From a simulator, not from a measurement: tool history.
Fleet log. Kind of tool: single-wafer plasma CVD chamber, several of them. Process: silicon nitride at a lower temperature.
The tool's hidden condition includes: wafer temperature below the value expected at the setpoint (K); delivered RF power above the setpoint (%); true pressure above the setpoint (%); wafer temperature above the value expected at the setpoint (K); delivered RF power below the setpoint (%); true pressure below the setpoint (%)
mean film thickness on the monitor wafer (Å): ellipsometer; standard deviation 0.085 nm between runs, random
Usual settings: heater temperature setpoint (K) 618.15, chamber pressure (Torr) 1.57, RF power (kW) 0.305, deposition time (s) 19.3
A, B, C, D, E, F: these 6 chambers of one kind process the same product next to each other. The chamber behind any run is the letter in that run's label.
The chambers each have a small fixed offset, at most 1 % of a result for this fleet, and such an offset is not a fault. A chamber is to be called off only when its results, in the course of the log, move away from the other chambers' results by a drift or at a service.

run   hour  heater temperature setpoint (K)  chamber pressure (Torr)  RF power (kW)  deposition time (s)  hours since the last thermocouple change  hours since the last RF generator calibration  hours since the last manometer calibration  read-back reference wafer on the same gauge, thickness_nm  mean film thickness on the monitor wafer (Å)
 1C    7.1                           618.15                     1.57          0.305                 19.3                                     163.7                                          371.3                                       792.1                                                     23.012                                        230.99
 2B   16.2                           618.15                     1.57          0.305                 19.3                                     859.1                                          685.3                                       388.6                                                     23.003                                        231.68
 3A   22.8                           618.15                     1.57          0.305                 19.3                                    1770.6                                         2319.2                                      1032.7                                                     22.992                                        229.06
 4F   31.9                           618.15                     1.57          0.305                 19.3                                    1691.5                                         1835.7                                      1039.3                                                     23.015                                        228.23
 5D   41.2                           618.15                     1.57          0.305                 19.3                                    1208.0                                          114.1                                       531.2                                                     22.999                                        225.66
 6E   49.3                           618.15                     1.57          0.305                 19.3                                    1401.1                                         1161.9                                      1507.3                                                     22.977                                        230.44
 7C   56.5                           618.15                     1.57          0.305                 19.3                                     213.1                                          420.7                                       841.5                                                     23.020                                        230.44
      59.7  -- chamber A: RF generator calibrated
 8B   68.7                           618.15                     1.57          0.305                 19.3                                     911.6                                          737.8                                       441.1                                                     22.975                                        229.49
 9D   78.6                           618.15                     1.57          0.305                 19.3                                    1245.4                                          151.5                                       568.6                                                     23.020                                        227.01
      79.2  -- chamber E: capacitance manometer re-zeroed and calibrated
      89.8  -- chamber B: RF generator calibrated
10F   89.8                           618.15                     1.57          0.305                 19.3                                    1749.4                                         1893.6                                      1097.2                                                     22.997                                        227.94
11E   95.8                           618.15                     1.57          0.305                 19.3                                    1447.6                                         1208.4                                        16.6                                                     22.984                                        227.49
12A  101.6                           618.15                     1.57          0.305                 19.3                                    1849.4                                           41.9                                      1111.5                                                     22.984                                        229.63
13D  112.9                           618.15                     1.57          0.305                 19.3                                    1279.7                                          185.8                                       602.9                                                     23.000                                        228.04
14E  124.0                           618.15                     1.57          0.305                 19.3                                    1475.8                                         1236.6                                        44.8                                                     23.004                                        228.26
15F  134.8                           618.15                     1.57          0.305                 19.3                                    1794.4                                         1938.6                                      1142.2                                                     23.016                                        228.45
16B  146.8                           618.15                     1.57          0.285                 21.0                                     989.7                                           57.1                                       519.2                                                     23.003                                        239.56
17A  153.6                           618.15                     1.57          0.285                 21.0                                    1901.4                                           93.9                                      1163.5                                                     22.993                                        238.80
18C  164.8                           618.15                     1.57          0.285                 21.0                                     321.4                                          529.0                                       949.8                                                     23.017                                        239.92
19C  174.3                           618.15                     1.57          0.285                 21.0                                     330.9                                          538.5                                       959.3                                                     23.011                                        239.49
20A  186.5                           618.15                     1.57          0.285                 21.0                                    1934.3                                          126.8                                      1196.4                                                     22.995                                        237.39
21F  192.9                           618.15                     1.57          0.285                 21.0                                    1852.5                                         1996.7                                      1200.3                                                     23.020                                        236.37
22B  199.8                           618.15                     1.57          0.305                 19.3                                    1042.7                                          110.1                                       572.2                                                     22.995                                        229.23
23E  212.0                           618.15                     1.57          0.305                 19.3                                    1563.8                                         1324.6                                       132.8                                                     22.993                                        226.67
     214.6  -- chamber D: thermocouple changed; heater temperature recalibrated
24D  224.4                           612.15                     1.41          0.305                 19.3                                       9.8                                          297.3                                       714.4                                                     23.012                                        221.05
25E  231.6                           612.15                     1.41          0.305                 19.3                                    1583.4                                         1344.2                                       152.4                                                     23.011                                        222.29
26D  244.2                           612.15                     1.41          0.305                 19.3                                      29.6                                          317.1                                       734.2                                                     22.981                                        220.50
27B  256.7                           612.15                     1.41          0.305                 19.3                                    1099.6                                          167.0                                       629.1                                                     22.981                                        222.79
28F  263.0                           612.15                     1.41          0.305                 19.3                                    1922.6                                         2066.8                                      1270.4                                                     23.001                                        223.01
     269.3  -- chamber F: thermocouple changed; heater temperature recalibrated
29C  271.7                           612.15                     1.41          0.305                 19.3                                     428.3                                          635.9                                      1056.7                                                     23.028                                        224.40
30A  278.6                           618.15                     1.57          0.305                 19.3                                    2026.4                                          218.9                                      1288.5                                                     22.990                                        229.23
31D  285.6                           611.15                     1.57          0.350                 19.3                                      71.0                                          358.5                                       775.6                                                     22.996                                        249.55
     295.7  -- chamber F: RF generator calibrated
32E  297.9                           611.15                     1.57          0.350                 19.3                                    1649.7                                         1410.5                                       218.7                                                     22.991                                        250.45
33A  309.9                           611.15                     1.57          0.350                 19.3                                    2057.7                                          250.2                                      1319.8                                                     23.009                                        251.51
34F  321.5                           611.15                     1.57          0.350                 19.3                                      52.3                                           25.9                                      1328.9                                                     22.994                                        252.00
35B  332.0                           611.15                     1.57          0.350                 19.3                                    1174.9                                          242.3                                       704.4                                                     23.003                                        253.11
36C  340.0                           611.15                     1.57          0.350                 19.3                                     496.6                                          704.2                                      1125.0                                                     23.005                                        252.40
37D  348.5                           618.15                     1.57          0.305                 19.3                                     133.9                                          421.4                                       838.5                                                     23.007                                        226.70

What goes on in this fleet: one chamber off, a drifting gauge, or nothing beyond the chambers' own small offsets? Name the chamber and the cause, if any.

No chamber is off and the gauge is stable; the differences are just each chamber's small, constant offset.
